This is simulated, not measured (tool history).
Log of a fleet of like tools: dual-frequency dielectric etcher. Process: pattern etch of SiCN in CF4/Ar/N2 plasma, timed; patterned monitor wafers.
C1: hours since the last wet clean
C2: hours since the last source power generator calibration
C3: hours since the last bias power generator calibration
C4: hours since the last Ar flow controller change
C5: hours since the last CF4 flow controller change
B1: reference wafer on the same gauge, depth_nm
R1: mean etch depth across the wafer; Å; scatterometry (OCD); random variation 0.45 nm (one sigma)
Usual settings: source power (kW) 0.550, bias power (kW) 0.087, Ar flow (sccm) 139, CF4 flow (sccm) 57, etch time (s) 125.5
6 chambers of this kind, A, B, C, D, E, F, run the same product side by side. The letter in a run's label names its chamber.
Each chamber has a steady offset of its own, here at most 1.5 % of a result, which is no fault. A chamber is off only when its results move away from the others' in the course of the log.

{"run": "1A", "day": 0.183, "source power (kW)": 0.55, "bias power (kW)": 0.087, "Ar flow (sccm)": 139, "CF4 flow (sccm)": 57, "etch time (s)": 125.5, "C1": 64.3, "C2": 304.4, "C3": 1100.6, "C4": 649.8, "C5": 2648.4, "B1": 141.1, "R1": 1280.6}
{"run": "2C", "day": 0.346, "source power (kW)": 0.55, "bias power (kW)": 0.087, "Ar flow (sccm)": 139, "CF4 flow (sccm)": 57, "etch time (s)": 125.5, "C1": 123.2, "C2": 760.7, "C3": 454.9, "C4": 387.7, "C5": 2157.9, "B1": 140.87, "R1": 1271.3}
{"run": "3F", "day": 0.442, "source power (kW)": 0.55, "bias power (kW)": 0.087, "Ar flow (sccm)": 139, "CF4 flow (sccm)": 57, "etch time (s)": 125.5, "C1": 555.2, "C2": 1387.6, "C3": 43.5, "C4": 2326.8, "C5": 1091.3, "B1": 140.96, "R1": 1285.6}
{"run": "4B", "day": 0.546, "source power (kW)": 0.55, "bias power (kW)": 0.087, "Ar flow (sccm)": 139, "CF4 flow (sccm)": 57, "etch time (s)": 125.5, "C1": 391.1, "C2": 1010.7, "C3": 1256.2, "C4": 1346.9, "C5": 2107.9, "B1": 141.0, "R1": 1263.3}
{"run": "5E", "day": 0.658, "source power (kW)": 0.55, "bias power (kW)": 0.087, "Ar flow (sccm)": 139, "CF4 flow (sccm)": 57, "etch time (s)": 125.5, "C1": 284.4, "C2": 2292.2, "C3": 2848.3, "C4": 2473.6, "C5": 5984.6, "B1": 140.97, "R1": 1286.8}
{"run": "6D", "day": 0.779, "source power (kW)": 0.55, "bias power (kW)": 0.087, "Ar flow (sccm)": 139, "CF4 flow (sccm)": 57, "etch time (s)": 125.5, "C1": 387.8, "C2": 2232.3, "C3": 5023.8, "C4": 290.3, "C5": 5588.9, "B1": 141.07, "R1": 1288.7}
{"day": 0.854, "done": "chamber F: wet clean of the chamber"}
{"run": "7E", "day": 0.954, "source power (kW)": 0.55, "bias power (kW)": 0.087, "Ar flow (sccm)": 139, "CF4 flow (sccm)": 57, "etch time (s)": 125.5, "C1": 291.5, "C2": 2299.3, "C3": 2855.4, "C4": 2480.7, "C5": 5991.7, "B1": 140.91, "R1": 1285.4}
{"run": "8C", "day": 1.079, "source power (kW)": 0.55, "bias power (kW)": 0.087, "Ar flow (sccm)": 139, "CF4 flow (sccm)": 57, "etch time (s)": 125.5, "C1": 140.8, "C2": 778.3, "C3": 472.5, "C4": 405.3, "C5": 2175.5, "B1": 140.98, "R1": 1278.3}
{"run": "9D", "day": 1.217, "source power (kW)": 0.55, "bias power (kW)": 0.087, "Ar flow (sccm)": 139, "CF4 flow (sccm)": 57, "etch time (s)": 125.5, "C1": 398.3, "C2": 2242.8, "C3": 5034.3, "C4": 300.8, "C5": 5599.4, "B1": 140.99, "R1": 1294.3}
{"run": "10B", "day": 1.308, "source power (kW)": 0.55, "bias power (kW)": 0.087, "Ar flow (sccm)": 139, "CF4 flow (sccm)": 57, "etch time (s)": 125.5, "C1": 409.4, "C2": 1029.0, "C3": 1274.5, "C4": 1365.2, "C5": 2126.2, "B1": 141.02, "R1": 1269.4}
{"run": "11F", "day": 1.392, "source power (kW)": 0.55, "bias power (kW)": 0.087, "Ar flow (sccm)": 139, "CF4 flow (sccm)": 57, "etch time (s)": 125.5, "C1": 13.0, "C2": 1410.4, "C3": 66.3, "C4": 2349.6, "C5": 1114.1, "B1": 140.89, "R1": 1285.3}
{"run": "12A", "day": 1.55, "source power (kW)": 0.55, "bias power (kW)": 0.087, "Ar flow (sccm)": 139, "CF4 flow (sccm)": 57, "etch time (s)": 125.5, "C1": 97.1, "C2": 337.2, "C3": 1133.4, "C4": 682.6, "C5": 2681.2, "B1": 141.02, "R1": 1281.6}
{"run": "13C", "day": 1.654, "source power (kW)": 0.55, "bias power (kW)": 0.087, "Ar flow (sccm)": 139, "CF4 flow (sccm)": 57, "etch time (s)": 125.5, "C1": 154.6, "C2": 792.1, "C3": 486.3, "C4": 419.1, "C5": 2189.3, "B1": 140.99, "R1": 1274.2}
{"run": "14F", "day": 1.829, "source power (kW)": 0.55, "bias power (kW)": 0.087, "Ar flow (sccm)": 139, "CF4 flow (sccm)": 65, "etch time (s)": 125.5, "C1": 23.5, "C2": 1420.9, "C3": 76.8, "C4": 2360.1, "C5": 1124.6, "B1": 141.1, "R1": 1312.8}
{"run": "15B", "day": 2.021, "source power (kW)": 0.55, "bias power (kW)": 0.087, "Ar flow (sccm)": 139, "CF4 flow (sccm)": 65, "etch time (s)": 125.5, "C1": 426.5, "C2": 1046.1, "C3": 1291.6, "C4": 1382.3, "C5": 2143.3, "B1": 140.87, "R1": 1302.2}
{"run": "16E", "day": 2.196, "source power (kW)": 0.55, "bias power (kW)": 0.087, "Ar flow (sccm)": 139, "CF4 flow (sccm)": 65, "etch time (s)": 125.5, "C1": 321.3, "C2": 2329.1, "C3": 2885.2, "C4": 2510.5, "C5": 6021.5, "B1": 141.0, "R1": 1314.0}
{"run": "17A", "day": 2.296, "source power (kW)": 0.55, "bias power (kW)": 0.087, "Ar flow (sccm)": 139, "CF4 flow (sccm)": 65, "etch time (s)": 125.5, "C1": 115.0, "C2": 355.1, "C3": 1151.3, "C4": 700.5, "C5": 2699.1, "B1": 140.92, "R1": 1302.6}
{"run": "18D", "day": 2.479, "source power (kW)": 0.55, "bias power (kW)": 0.087, "Ar flow (sccm)": 139, "CF4 flow (sccm)": 65, "etch time (s)": 125.5, "C1": 428.6, "C2": 2273.1, "C3": 5064.6, "C4": 331.1, "C5": 5629.7, "B1": 140.96, "R1": 1315.9}
{"run": "19E", "day": 2.629, "source power (kW)": 0.55, "bias power (kW)": 0.087, "Ar flow (sccm)": 139, "CF4 flow (sccm)": 65, "etch time (s)": 125.5, "C1": 331.7, "C2": 2339.5, "C3": 2895.6, "C4": 2520.9, "C5": 6031.9, "B1": 140.95, "R1": 1305.3}
{"day": 2.679, "done": "chamber D: wet clean of the chamber"}
{"run": "20D", "day": 2.812, "source power (kW)": 0.55, "bias power (kW)": 0.087, "Ar flow (sccm)": 139, "CF4 flow (sccm)": 57, "etch time (s)": 125.5, "C1": 3.2, "C2": 2281.1, "C3": 5072.6, "C4": 339.1, "C5": 5637.7, "B1": 141.09, "R1": 1224.3}
{"run": "21F", "day": 2.921, "source power (kW)": 0.55, "bias power (kW)": 0.087, "Ar flow (sccm)": 139, "CF4 flow (sccm)": 57, "etch time (s)": 125.5, "C1": 49.7, "C2": 1447.1, "C3": 103.0, "C4": 2386.3, "C5": 1150.8, "B1": 140.98, "R1": 1279.0}
{"run": "22B", "day": 3.062, "source power (kW)": 0.55, "bias power (kW)": 0.087, "Ar flow (sccm)": 139, "CF4 flow (sccm)": 57, "etch time (s)": 125.5, "C1": 451.5, "C2": 1071.1, "C3": 1316.6, "C4": 1407.3, "C5": 2168.3, "B1": 141.11, "R1": 1269.3}
{"run": "23C", "day": 3.167, "source power (kW)": 0.55, "bias power (kW)": 0.087, "Ar flow (sccm)": 139, "CF4 flow (sccm)": 57, "etch time (s)": 125.5, "C1": 190.9, "C2": 828.4, "C3": 522.6, "C4": 455.4, "C5": 2225.6, "B1": 140.99, "R1": 1266.8}
{"run": "24A", "day": 3.329, "source power (kW)": 0.55, "bias power (kW)": 0.087, "Ar flow (sccm)": 139, "CF4 flow (sccm)": 57, "etch time (s)": 125.5, "C1": 139.8, "C2": 379.9, "C3": 1176.1, "C4": 725.3, "C5": 2723.9, "B1": 141.12, "R1": 1277.2}
{"run": "25A", "day": 3.433, "source power (kW)": 0.55, "bias power (kW)": 0.087, "Ar flow (sccm)": 139, "CF4 flow (sccm)": 57, "etch time (s)": 125.5, "C1": 142.3, "C2": 382.4, "C3": 1178.6, "C4": 727.8, "C5": 2726.4, "B1": 140.96, "R1": 1275.4}
{"run": "26D", "day": 3.621, "source power (kW)": 0.55, "bias power (kW)": 0.087, "Ar flow (sccm)": 139, "CF4 flow (sccm)": 57, "etch time (s)": 125.5, "C1": 22.6, "C2": 2300.5, "C3": 5092.0, "C4": 358.5, "C5": 5657.1, "B1": 141.1, "R1": 1231.5}
{"day": 3.629, "done": "chamber E: CF4 flow controller replaced"}
{"run": "27F", "day": 3.767, "source power (kW)": 0.55, "bias power (kW)": 0.087, "Ar flow (sccm)": 139, "CF4 flow (sccm)": 57, "etch time (s)": 125.5, "C1": 70.0, "C2": 1467.4, "C3": 123.3, "C4": 2406.6, "C5": 1171.1, "B1": 141.03, "R1": 1279.5}
{"run": "28C", "day": 3.879, "source power (kW)": 0.55, "bias power (kW)": 0.087, "Ar flow (sccm)": 139, "CF4 flow (sccm)": 57, "etch time (s)": 125.5, "C1": 208.0, "C2": 845.5, "C3": 539.7, "C4": 472.5, "C5": 2242.7, "B1": 141.11, "R1": 1275.4}
{"run": "29E", "day": 4.042, "source power (kW)": 0.55, "bias power (kW)": 0.087, "Ar flow (sccm)": 139, "CF4 flow (sccm)": 57, "etch time (s)": 125.5, "C1": 365.6, "C2": 2373.4, "C3": 2929.5, "C4": 2554.8, "C5": 10.0, "B1": 140.97, "R1": 1288.3}
{"run": "30B", "day": 4.167, "source power (kW)": 0.55, "bias power (kW)": 0.087, "Ar flow (sccm)": 139, "CF4 flow (sccm)": 57, "etch time (s)": 125.5, "C1": 478.0, "C2": 1097.6, "C3": 1343.1, "C4": 1433.8, "C5": 2194.8, "B1": 141.04, "R1": 1276.7}
{"run": "31C", "day": 4.346, "source power (kW)": 0.55, "bias power (kW)": 0.087, "Ar flow (sccm)": 139, "CF4 flow (sccm)": 57, "etch time (s)": 125.5, "C1": 219.2, "C2": 856.7, "C3": 550.9, "C4": 483.7, "C5": 2253.9, "B1": 141.01, "R1": 1272.3}
{"run": "32D", "day": 4.517, "source power (kW)": 0.55, "bias power (kW)": 0.087, "Ar flow (sccm)": 139, "CF4 flow (sccm)": 57, "etch time (s)": 125.5, "C1": 44.1, "C2": 2322.0, "C3": 5113.5, "C4": 380.0, "C5": 5678.6, "B1": 141.09, "R1": 1227.0}
{"day": 4.558, "done": "chamber B: wet clean of the chamber"}
{"day": 4.675, "done": "chamber D: CF4 flow controller replaced"}
{"run": "33F", "day": 4.696, "source power (kW)": 0.55, "bias power (kW)": 0.087, "Ar flow (sccm)": 139, "CF4 flow (sccm)": 57, "etch time (s)": 125.5, "C1": 92.3, "C2": 1489.7, "C3": 145.6, "C4": 2428.9, "C5": 1193.4, "B1": 140.93, "R1": 1282.3}
{"run": "34E", "day": 4.808, "source power (kW)": 0.55, "bias power (kW)": 0.087, "Ar flow (sccm)": 139, "CF4 flow (sccm)": 57, "etch time (s)": 125.5, "C1": 384.0, "C2": 2391.8, "C3": 2947.9, "C4": 2573.2, "C5": 28.4, "B1": 141.01, "R1": 1297.8}
{"run": "35B", "day": 4.908, "source power (kW)": 0.55, "bias power (kW)": 0.087, "Ar flow (sccm)": 139, "CF4 flow (sccm)": 57, "etch time (s)": 125.5, "C1": 8.5, "C2": 1115.4, "C3": 1360.9, "C4": 1451.6, "C5": 2212.6, "B1": 141.1, "R1": 1273.3}
{"run": "36A", "day": 5.096, "source power (kW)": 0.55, "bias power (kW)": 0.087, "Ar flow (sccm)": 139, "CF4 flow (sccm)": 57, "etch time (s)": 125.5, "C1": 182.2, "C2": 422.3, "C3": 1218.5, "C4": 767.7, "C5": 2766.3, "B1": 140.96, "R1": 1283.0}
{"run": "37E", "day": 5.258, "source power (kW)": 0.55, "bias power (kW)": 0.087, "Ar flow (sccm)": 139, "CF4 flow (sccm)": 57, "etch time (s)": 125.5, "C1": 394.8, "C2": 2402.6, "C3": 2958.7, "C4": 2584.0, "C5": 39.2, "B1": 140.94, "R1": 1284.8}
{"run": "38D", "day": 5.379, "source power (kW)": 0.55, "bias power (kW)": 0.087, "Ar flow (sccm)": 139, "CF4 flow (sccm)": 57, "etch time (s)": 125.5, "C1": 64.8, "C2": 2342.7, "C3": 5134.2, "C4": 400.7, "C5": 17.0, "B1": 140.93, "R1": 1223.3}

What goes on in this fleet: one chamber off, a drifting gauge, or nothing beyond the chambers' own small offsets? Name the chamber and the cause, if any.

A service left chamber D off against the others.
Cause: etch rate under this chamber's usual, % = 4.84.

Here are 4 candidates for chamber D's next run, each the usual settings with a change, their results left as question marks. Which one brings its results back in line with what the others give on the usual settings?
In line means no further than this from the other chambers' mean on the usual settings: R1 16.0 Å
{"run": "39D-1", "day": 5.517, "source power (kW)": 0.55, "bias power (kW)": 0.087, "Ar flow (sccm)": 121, "CF4 flow (sccm)": 57, "etch time (s)": 125.5, "R1": "?"}
{"run": "39D-2", "day": 5.517, "source power (kW)": 0.56, "bias power (kW)": 0.087, "Ar flow (sccm)": 139, "CF4 flow (sccm)": 57, "etch time (s)": 129.0, "R1": "?"}
{"run": "39D-3", "day": 5.517, "source power (kW)": 0.55, "bias power (kW)": 0.087, "Ar flow (sccm)": 139, "CF4 flow (sccm)": 57, "etch time (s)": 123.0, "R1": "?"}
{"run": "39D-4", "day": 5.517, "source power (kW)": 0.55, "bias power (kW)": 0.086, "Ar flow (sccm)": 140, "CF4 flow (sccm)": 57, "etch time (s)": 121.0, "R1": "?"}

The other chambers' mean on the usual settings: R1 1277.6 Å
run=39D-1 R1=1248.6
run=39D-2 R1=1275.7
run=39D-3 R1=1197.8
run=39D-4 R1=1171.7
39D-2 brings the chamber back in line.

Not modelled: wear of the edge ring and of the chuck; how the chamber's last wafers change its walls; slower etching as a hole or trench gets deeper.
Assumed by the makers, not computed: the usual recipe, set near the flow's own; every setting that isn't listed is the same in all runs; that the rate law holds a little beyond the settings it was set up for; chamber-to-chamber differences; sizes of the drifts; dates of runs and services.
